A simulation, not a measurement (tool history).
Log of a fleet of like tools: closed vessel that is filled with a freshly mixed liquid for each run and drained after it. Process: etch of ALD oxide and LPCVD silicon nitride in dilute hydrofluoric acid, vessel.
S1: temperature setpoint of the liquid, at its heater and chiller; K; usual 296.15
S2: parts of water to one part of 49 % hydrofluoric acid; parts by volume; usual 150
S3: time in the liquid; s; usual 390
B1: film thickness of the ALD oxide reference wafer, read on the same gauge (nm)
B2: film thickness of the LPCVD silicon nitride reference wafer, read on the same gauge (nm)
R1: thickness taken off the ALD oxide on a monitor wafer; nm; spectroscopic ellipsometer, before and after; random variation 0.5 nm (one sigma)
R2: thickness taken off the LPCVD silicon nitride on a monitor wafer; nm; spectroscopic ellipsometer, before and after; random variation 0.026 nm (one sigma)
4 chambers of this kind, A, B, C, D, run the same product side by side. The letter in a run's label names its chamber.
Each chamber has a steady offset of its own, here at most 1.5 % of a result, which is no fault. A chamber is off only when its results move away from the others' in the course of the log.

run   hour      S1   S2   S3      B1       B2      R1       R2
 1B    7.7  296.15  150  390  129.96  100.010  58.382  1.27090
 2C   13.1  296.15  150  390  129.98   99.997  56.869  1.27890
 3A   20.7  296.15  150  390  129.99  100.050  58.367  1.25920
 4D   26.2  296.15  150  390  130.00   99.996  57.920  1.33310
 5C   34.4  296.15  200  390  129.97  100.000  41.494  0.96628
 6B   41.8  296.15  200  390  129.99   99.975  40.924  0.96441
 7D   49.1  296.15  200  390  130.03   99.961  41.428  0.97020
 8A   55.2  296.15  200  390  130.02  100.010  41.238  0.95091
 9A   61.2  296.15  150  390  129.95   99.995  58.051  1.24820
10D   67.5  293.65  215  390  130.01   99.978  34.314  0.76989
11C   72.5  293.65  215  390  129.98   99.965  33.783  0.78566
12B   77.9  293.65  215  390  130.02   99.989  33.618  0.72239
13B   83.5  293.65  215  390  130.00  100.020  33.498  0.72601
14D   90.8  294.65  125  390  130.05   99.980  67.195  1.38610
15A   97.3  294.65  125  390  129.96  100.000  67.691  1.37390
16C  102.6  294.65  125  390  130.00   99.993  65.758  1.38660
17C  107.4  294.65  125  390  130.01   99.981  66.643  1.39240
18B  113.1  296.15  185  390  130.04  100.020  43.250  0.98159
19D  117.9  296.15  185  390  129.99  100.050  45.127  1.03890
20A  126.1  296.15  185  390  130.04   99.984  45.071  1.03080
21B  130.8  296.15  185  390  130.00   99.989  42.767  0.93998
22A  136.1  296.15  150  390  130.03  100.000  58.889  1.23540
23D  142.9  296.15  150  390  130.03  100.020  56.844  1.26720
24C  147.2  296.15  150  390  129.98   99.988  57.700  1.23700
25D  154.9  296.15  150  390  130.06  100.010  57.614  1.30280
26B  159.8  296.15  150  390  130.01  100.040  53.928  1.16130
27A  167.0  296.15  150  390  130.02   99.991  58.390  1.27240
28C  172.2  296.15  150  390  129.98  100.020  57.256  1.25670
29A  177.9  296.15  150  390  129.99   99.975  58.411  1.31210

Next, every chamber runs the same settings. What will each give?
30A  184.5  296.15  150  390           ?   ?
30B  184.5  296.15  150  390           ?   ?
30C  184.5  296.15  150  390           ?   ?
30D  184.5  296.15  150  390           ?   ?

run      R1       R2
30A  58.670  1.26450
30B  52.661  1.09950
30C  57.700  1.26350
30D  57.648  1.27230

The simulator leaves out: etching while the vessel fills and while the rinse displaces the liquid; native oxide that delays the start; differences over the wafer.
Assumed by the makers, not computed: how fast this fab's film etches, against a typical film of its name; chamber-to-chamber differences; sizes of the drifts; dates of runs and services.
